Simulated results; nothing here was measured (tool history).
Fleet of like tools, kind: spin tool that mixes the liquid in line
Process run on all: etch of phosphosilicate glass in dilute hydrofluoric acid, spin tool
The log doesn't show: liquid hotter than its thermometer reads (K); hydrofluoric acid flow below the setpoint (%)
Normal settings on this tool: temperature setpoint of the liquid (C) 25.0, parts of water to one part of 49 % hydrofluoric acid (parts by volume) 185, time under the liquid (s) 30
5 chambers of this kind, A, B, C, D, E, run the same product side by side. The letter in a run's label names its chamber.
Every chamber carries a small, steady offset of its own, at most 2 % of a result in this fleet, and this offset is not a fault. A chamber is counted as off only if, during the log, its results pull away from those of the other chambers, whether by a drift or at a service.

run	day	temperature setpoint of the liquid (C)	parts of water to one part of 49 % hydrofluoric acid (parts by volume)	time under the liquid (s)	hours since the thermometer was replaced	hours since the hydrofluoric acid flow meter was replaced	read-back film thickness of the phosphosilicate glass reference wafer, read on the same gauge (nm)	thickness taken off the phosphosilicate glass on a monitor wafer (Å)
1C	0.171	25.0	185	30	441.9	872.2	29.995	188.07
2D	0.396	25.0	185	30	581.3	246.5	30.018	189.11
3E	0.638	25.0	185	30	1156.6	1533.3	30.001	190.58
4A	0.804	25.0	185	30	452.1	530.5	29.996	183.53
5B	1.029	25.0	185	30	1692.8	138.0	29.998	190.33
6E	1.346	29.5	185	30	1173.6	1550.3	30.005	232.23
7C	1.492	29.5	185	30	473.6	903.9	30.014	221.90
8B	1.783	29.5	185	30	1710.9	156.1	30.013	220.90
9D	1.967	29.5	185	30	619.0	284.2	29.982	223.50
10A	2.208	29.5	185	30	485.8	564.2	30.015	219.15
11A	2.475	25.0	185	30	492.2	570.6	29.979	184.01
12D	2.746	25.0	185	30	637.7	302.9	29.995	187.06
13C	2.950	25.0	185	30	508.6	938.9	30.015	185.29
14E	3.121	25.0	185	30	1216.2	1592.9	29.999	192.53
# day 3.229: chamber D: thermometer replaced
15B	3.262	25.0	220	30	1746.4	191.6	29.990	152.22
16C	3.408	25.0	220	30	519.6	949.9	30.014	153.14
17D	3.612	25.0	220	30	9.3	323.7	30.019	147.66
18A	3.883	25.0	220	30	526.0	604.4	29.998	148.67
# day 3.988: chamber C: hydrofluoric acid flow meter replaced
19B	4.042	25.0	220	30	1765.1	210.3	30.028	151.86
20E	4.354	25.0	185	30	1245.8	1622.5	29.989	190.59
21D	4.546	25.0	185	30	31.7	346.1	29.988	182.07
22B	4.792	25.0	185	30	1783.1	228.3	30.004	185.24
23E	5.054	25.0	185	30	1262.6	1639.3	29.999	191.98
24A	5.300	25.0	185	30	560.0	638.4	30.008	184.37
# day 5.383: chamber E: hydrofluoric acid flow meter replaced
25C	5.546	25.0	185	30	570.9	37.4	29.974	188.01
26D	5.838	25.0	185	30	62.7	377.1	30.011	176.08
27B	6.058	25.0	185	30	1813.5	258.7	30.022	187.27
28A	6.333	25.0	185	30	584.8	663.2	30.020	182.07
29C	6.600	25.0	185	30	596.2	62.7	29.994	186.63
30E	6.812	25.0	105	30	1304.8	34.4	30.003	380.97
31D	7.104	25.0	105	30	93.1	407.5	30.007	333.32
32E	7.375	25.0	105	30	1318.3	47.9	29.984	374.06

Predict what each chamber gives when all 5 of them run the settings below next.
33A	7.600	28.5	185	30				?
33B	7.600	28.5	185	30				?
33C	7.600	28.5	185	30				?
33D	7.600	28.5	185	30				?
33E	7.600	28.5	185	30				?

run	thickness taken off the phosphosilicate glass on a monitor wafer (Å)
33A	206.54
33B	210.97
33C	213.99
33D	194.70
33E	218.20

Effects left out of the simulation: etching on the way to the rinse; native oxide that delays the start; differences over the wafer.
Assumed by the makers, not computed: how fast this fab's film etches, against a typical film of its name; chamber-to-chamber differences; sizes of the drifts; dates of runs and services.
